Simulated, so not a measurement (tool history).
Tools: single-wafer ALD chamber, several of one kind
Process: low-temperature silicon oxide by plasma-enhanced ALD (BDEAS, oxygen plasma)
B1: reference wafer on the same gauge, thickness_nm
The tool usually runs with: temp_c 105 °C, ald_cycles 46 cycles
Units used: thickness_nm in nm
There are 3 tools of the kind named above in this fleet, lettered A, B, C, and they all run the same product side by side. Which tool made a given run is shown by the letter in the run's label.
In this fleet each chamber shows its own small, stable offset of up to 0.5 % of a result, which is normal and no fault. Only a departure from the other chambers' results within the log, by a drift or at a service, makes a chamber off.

{"run": "1A", "hour": 8.5, "temp_c": 105, "ald_cycles": 46, "B1": 5.7975, "thickness_nm": 6.5184}
{"run": "2C", "hour": 17.6, "temp_c": 105, "ald_cycles": 46, "B1": 5.7986, "thickness_nm": 6.5233}
{"run": "3B", "hour": 24.1, "temp_c": 105, "ald_cycles": 46, "B1": 5.7975, "thickness_nm": 6.5101}
{"run": "4C", "hour": 33.3, "temp_c": 105, "ald_cycles": 46, "B1": 5.7968, "thickness_nm": 6.503}
{"run": "5B", "hour": 44.7, "temp_c": 105, "ald_cycles": 39, "B1": 5.7951, "thickness_nm": 5.5274}
{"run": "6A", "hour": 55.2, "temp_c": 105, "ald_cycles": 39, "B1": 5.7926, "thickness_nm": 5.5246}
{"run": "7B", "hour": 65.9, "temp_c": 105, "ald_cycles": 39, "B1": 5.7938, "thickness_nm": 5.5205}
{"run": "8C", "hour": 76.2, "temp_c": 105, "ald_cycles": 46, "B1": 5.7918, "thickness_nm": 6.5052}
{"run": "9A", "hour": 81.3, "temp_c": 105, "ald_cycles": 46, "B1": 5.7913, "thickness_nm": 6.5107}
{"run": "10A", "hour": 91.6, "temp_c": 105, "ald_cycles": 46, "B1": 5.79, "thickness_nm": 6.514}
{"run": "11B", "hour": 102.7, "temp_c": 105, "ald_cycles": 46, "B1": 5.7882, "thickness_nm": 6.5162}
{"run": "12C", "hour": 110.4, "temp_c": 93, "ald_cycles": 46, "B1": 5.7887, "thickness_nm": 6.7389}
{"run": "13A", "hour": 115.4, "temp_c": 93, "ald_cycles": 46, "B1": 5.7883, "thickness_nm": 6.7344}
{"run": "14B", "hour": 125.9, "temp_c": 93, "ald_cycles": 46, "B1": 5.7863, "thickness_nm": 6.7371}
{"run": "15C", "hour": 136.3, "temp_c": 105, "ald_cycles": 46, "B1": 5.7852, "thickness_nm": 6.5058}
{"run": "16A", "hour": 142.1, "temp_c": 105, "ald_cycles": 46, "B1": 5.7842, "thickness_nm": 6.4983}
{"run": "17C", "hour": 148.7, "temp_c": 105, "ald_cycles": 46, "B1": 5.7821, "thickness_nm": 6.5132}
{"run": "18B", "hour": 157.0, "temp_c": 105, "ald_cycles": 46, "B1": 5.7823, "thickness_nm": 6.5072}
{"run": "19C", "hour": 167.5, "temp_c": 105, "ald_cycles": 46, "B1": 5.7808, "thickness_nm": 6.499}
{"run": "20A", "hour": 178.4, "temp_c": 105, "ald_cycles": 46, "B1": 5.7801, "thickness_nm": 6.4883}
{"run": "21B", "hour": 188.9, "temp_c": 105, "ald_cycles": 46, "B1": 5.7787, "thickness_nm": 6.5151}
{"run": "22B", "hour": 196.0, "temp_c": 105, "ald_cycles": 46, "B1": 5.7778, "thickness_nm": 6.5113}
{"run": "23C", "hour": 204.5, "temp_c": 105, "ald_cycles": 46, "B1": 5.7781, "thickness_nm": 6.4867}
{"run": "24A", "hour": 210.0, "temp_c": 105, "ald_cycles": 46, "B1": 5.7754, "thickness_nm": 6.4966}
{"run": "25C", "hour": 220.1, "temp_c": 105, "ald_cycles": 46, "B1": 5.7738, "thickness_nm": 6.5112}

Decide between three cases: one chamber stands off from its peers, the gauge reading all wafers drifts, or nothing is wrong past each chamber's small offset. Where a chamber is off, say which and what most likely put it there.

The shared gauge is drifting. All chambers look as if they move in step, but none is off.
What lies behind it: gauge reads low (%) = 0.445.

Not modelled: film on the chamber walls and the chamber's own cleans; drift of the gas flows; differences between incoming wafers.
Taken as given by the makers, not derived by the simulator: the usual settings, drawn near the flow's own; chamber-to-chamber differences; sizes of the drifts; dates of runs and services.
